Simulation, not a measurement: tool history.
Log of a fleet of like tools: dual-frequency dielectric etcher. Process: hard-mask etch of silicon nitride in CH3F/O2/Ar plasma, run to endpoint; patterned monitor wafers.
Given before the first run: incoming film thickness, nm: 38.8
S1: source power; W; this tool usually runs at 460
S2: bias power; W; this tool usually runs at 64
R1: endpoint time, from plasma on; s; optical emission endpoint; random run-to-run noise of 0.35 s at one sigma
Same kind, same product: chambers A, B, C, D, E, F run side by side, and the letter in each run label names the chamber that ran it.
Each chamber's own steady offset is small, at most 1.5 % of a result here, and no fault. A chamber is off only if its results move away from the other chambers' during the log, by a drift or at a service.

run	hour	S1	S2	R1
1D	3.6	460	64	55.459
2F	7	460	64	54.539
3B	10.7	460	64	55.089
4C	16.2	460	64	55.488
5A	19.3	570	64	51.421
# hour 25: chamber A: wet clean of the chamber
6E	26.1	570	64	50.468
7A	30.7	570	64	51.065
8B	35.7	570	64	50.789
9F	40.5	570	64	51.319
10C	45	570	64	51.091
11E	50.8	460	64	54.931
12D	57.2	460	64	54.896
13D	63.8	460	64	55.453
14A	67.1	460	64	55.376
15B	72.3	460	64	54.54
16C	75.5	460	64	55.954
17E	81	460	64	54.347
18F	86.6	370	59	61.275
19D	91.8	370	59	62.032
20A	95.9	370	59	62.764
21C	100.4	370	59	63.1
22F	103.9	370	59	61.626
# hour 106.9: chamber D: source power generator calibrated
23E	109.3	370	59	61.172
24B	112.9	560	64	51.218
25D	118.4	560	64	51.388
26F	124.9	560	64	51.346
27A	131.2	560	64	51.793
28E	136.8	560	64	51.147
29C	141.5	560	64	53.329
30B	146.1	460	64	55.226
31B	149.4	460	64	55.282
32D	154.1	460	64	56.179
33F	157.7	460	64	55.303
34A	162.2	460	64	55.841
35E	167.1	460	64	54.553
36C	172.3	460	64	57.724
# hour 174: chamber F: wet clean of the chamber
37A	177.4	460	64	55.539
38B	183.5	460	64	55.204
39F	190	460	64	54.838
40D	196.6	460	64	55.769
41C	202.4	420	64	60.416

Has any chamber moved away from the others, gradually or after a service, or does the common gauge drift, or do the chambers differ only by their own small steady offsets? State the chamber and the most likely cause if one applies.

Little by little, chamber C moves away from the other chambers.
What lies behind it: etch rate under this chamber's usual, % = 4.49.

Chamber C could run next with any of the 4 candidate recipes listed below; each alters the usual settings, and their results appear as question marks. Which one brings its results back in line with what the other chambers deliver on the usual settings?
In-line tolerance around the mean of the other chambers on the usual settings: R1 1.2 s
42C-1	207.3	450	63	?
42C-2	207.3	470	65	?
42C-3	207.3	500	68	?
42C-4	207.3	400	64	?

Mean of the other chambers on the usual settings: R1 55.23 s
run	R1
42C-1	58.86
42C-2	57.286
42C-3	55.104
42C-4	61.281
With 42C-3, the chamber falls back in line with the rest.

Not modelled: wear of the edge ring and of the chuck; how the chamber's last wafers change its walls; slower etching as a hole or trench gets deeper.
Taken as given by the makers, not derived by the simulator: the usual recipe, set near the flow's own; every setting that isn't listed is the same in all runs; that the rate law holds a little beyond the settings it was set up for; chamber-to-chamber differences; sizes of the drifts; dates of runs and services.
